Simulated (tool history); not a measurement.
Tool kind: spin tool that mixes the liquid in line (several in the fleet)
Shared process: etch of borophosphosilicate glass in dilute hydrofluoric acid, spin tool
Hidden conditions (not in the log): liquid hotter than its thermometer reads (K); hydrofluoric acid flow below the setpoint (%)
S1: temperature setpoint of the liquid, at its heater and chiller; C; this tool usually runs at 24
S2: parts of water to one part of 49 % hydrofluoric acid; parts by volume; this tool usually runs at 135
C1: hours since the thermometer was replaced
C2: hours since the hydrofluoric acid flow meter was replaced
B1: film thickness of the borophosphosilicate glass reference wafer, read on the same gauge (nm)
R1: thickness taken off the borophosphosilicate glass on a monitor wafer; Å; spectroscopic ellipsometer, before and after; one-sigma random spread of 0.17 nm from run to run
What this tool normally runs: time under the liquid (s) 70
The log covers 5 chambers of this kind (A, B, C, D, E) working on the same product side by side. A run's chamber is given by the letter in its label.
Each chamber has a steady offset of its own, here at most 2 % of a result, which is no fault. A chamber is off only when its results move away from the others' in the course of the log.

At hour 3: chamber A: thermometer replaced.
Run 1E, hour 8.7: usual settings; C1 593.7; C2 134.6; B1 40.008. Result: R1 216.2 Å.
Run 2B, hour 17.8: usual settings; C1 1220.4; C2 234.9; B1 40.034. Result: R1 221.71 Å.
Run 3D, hour 23.3: usual settings; C1 1008.2; C2 537.7; B1 40.028. Result: R1 220.15 Å.
Run 4A, hour 31.6: usual settings; C1 28.6; C2 65.2; B1 40.041. Result: R1 218.37 Å.
Run 5C, hour 40.5: usual settings but S2 110 parts by volume, time under the liquid (s) 45; C1 884.5; C2 560.2; B1 40.016. Result: R1 173.39 Å.
Run 6A, hour 44.7: usual settings but S2 110 parts by volume, time under the liquid (s) 45; C1 41.7; C2 78.3; B1 39.974. Result: R1 180.21 Å.
Run 7C, hour 52.5: usual settings but S2 110 parts by volume, time under the liquid (s) 45; C1 896.5; C2 572.2; B1 40.014. Result: R1 176.67 Å.
Run 8B, hour 61.2: usual settings but S2 110 parts by volume, time under the liquid (s) 45; C1 1263.8; C2 278.3; B1 39.976. Result: R1 177.59 Å.
Run 9E, hour 67.1: usual settings but S2 110 parts by volume, time under the liquid (s) 45; C1 652.1; C2 193; B1 40.01. Result: R1 175.26 Å.
Run 10D, hour 75.2: usual settings but S2 185 parts by volume, time under the liquid (s) 85; C1 1060.1; C2 589.6; B1 40.03. Result: R1 180.79 Å.
Run 11E, hour 82.1: usual settings but S2 185 parts by volume, time under the liquid (s) 85; C1 667.1; C2 208; B1 39.968. Result: R1 182.07 Å.
Run 12A, hour 89.6: usual settings but S2 185 parts by volume, time under the liquid (s) 85; C1 86.6; C2 123.2; B1 40.032. Result: R1 184.3 Å.
Run 13B, hour 96.2: usual settings but S2 185 parts by volume, time under the liquid (s) 85; C1 1298.8; C2 313.3; B1 39.996. Result: R1 182.22 Å.
Run 14D, hour 104.6: usual settings but S2 185 parts by volume, time under the liquid (s) 85; C1 1089.5; C2 619; B1 39.951. Result: R1 182.5 Å.
Run 15C, hour 110.6: usual settings; C1 954.6; C2 630.3; B1 39.948. Result: R1 219.28 Å.
Run 16E, hour 119.2: usual settings; C1 704.2; C2 245.1; B1 40.015. Result: R1 215.45 Å.
Run 17D, hour 124.6: usual settings; C1 1109.5; C2 639; B1 40.043. Result: R1 219.31 Å.
Run 18B, hour 133.7: usual settings but time under the liquid (s) 95; C1 1336.3; C2 350.8; B1 39.99. Result: R1 295.67 Å.
Run 19A, hour 138.3: usual settings but time under the liquid (s) 95; C1 135.3; C2 171.9; B1 40.007. Result: R1 298.78 Å.
Run 20C, hour 146: usual settings but time under the liquid (s) 95; C1 990; C2 665.7; B1 40.003. Result: R1 300.58 Å.
Run 21C, hour 153.5: usual settings but time under the liquid (s) 95; C1 997.5; C2 673.2; B1 40.01. Result: R1 301.72 Å.
Run 22E, hour 162.7: usual settings but time under the liquid (s) 95; C1 747.7; C2 288.6; B1 40.042. Result: R1 295.89 Å.
Run 23A, hour 169.1: usual settings; C1 166.1; C2 202.7; B1 39.981. Result: R1 220.98 Å.
Run 24D, hour 176: usual settings; C1 1160.9; C2 690.4; B1 39.992. Result: R1 220.59 Å.
Run 25B, hour 182.8: usual settings; C1 1385.4; C2 399.9; B1 40.022. Result: R1 221.15 Å.
Run 26E, hour 187.4: usual settings; C1 772.4; C2 313.3; B1 40.025. Result: R1 214.94 Å.
Run 27D, hour 194.5: usual settings; C1 1179.4; C2 708.9; B1 39.983. Result: R1 219.66 Å.
Run 28A, hour 200.6: usual settings; C1 197.6; C2 234.2; B1 39.998. Result: R1 220.83 Å.
Run 29B, hour 210: usual settings but S1 28.5 C; C1 1412.6; C2 427.1; B1 40.033. Result: R1 258.21 Å.
Run 30C, hour 216.8: usual settings but S1 28.5 C; C1 1060.8; C2 736.5; B1 40.004. Result: R1 269.23 Å.
Run 31C, hour 225.2: usual settings but S1 28.5 C; C1 1069.2; C2 744.9; B1 39.947. Result: R1 267.23 Å.

Predict what each chamber gives when all 5 of them run the settings below next.
Run 32A, hour 232: usual settings. Result: R1 ?.
Run 32B, hour 232: usual settings. Result: R1 ?.
Run 32C, hour 232: usual settings. Result: R1 ?.
Run 32D, hour 232: usual settings. Result: R1 ?.
Run 32E, hour 232: usual settings. Result: R1 ?.

run      R1
32A  218.73
32B  220.11
32C  230.64
32D  221.34
32E     218
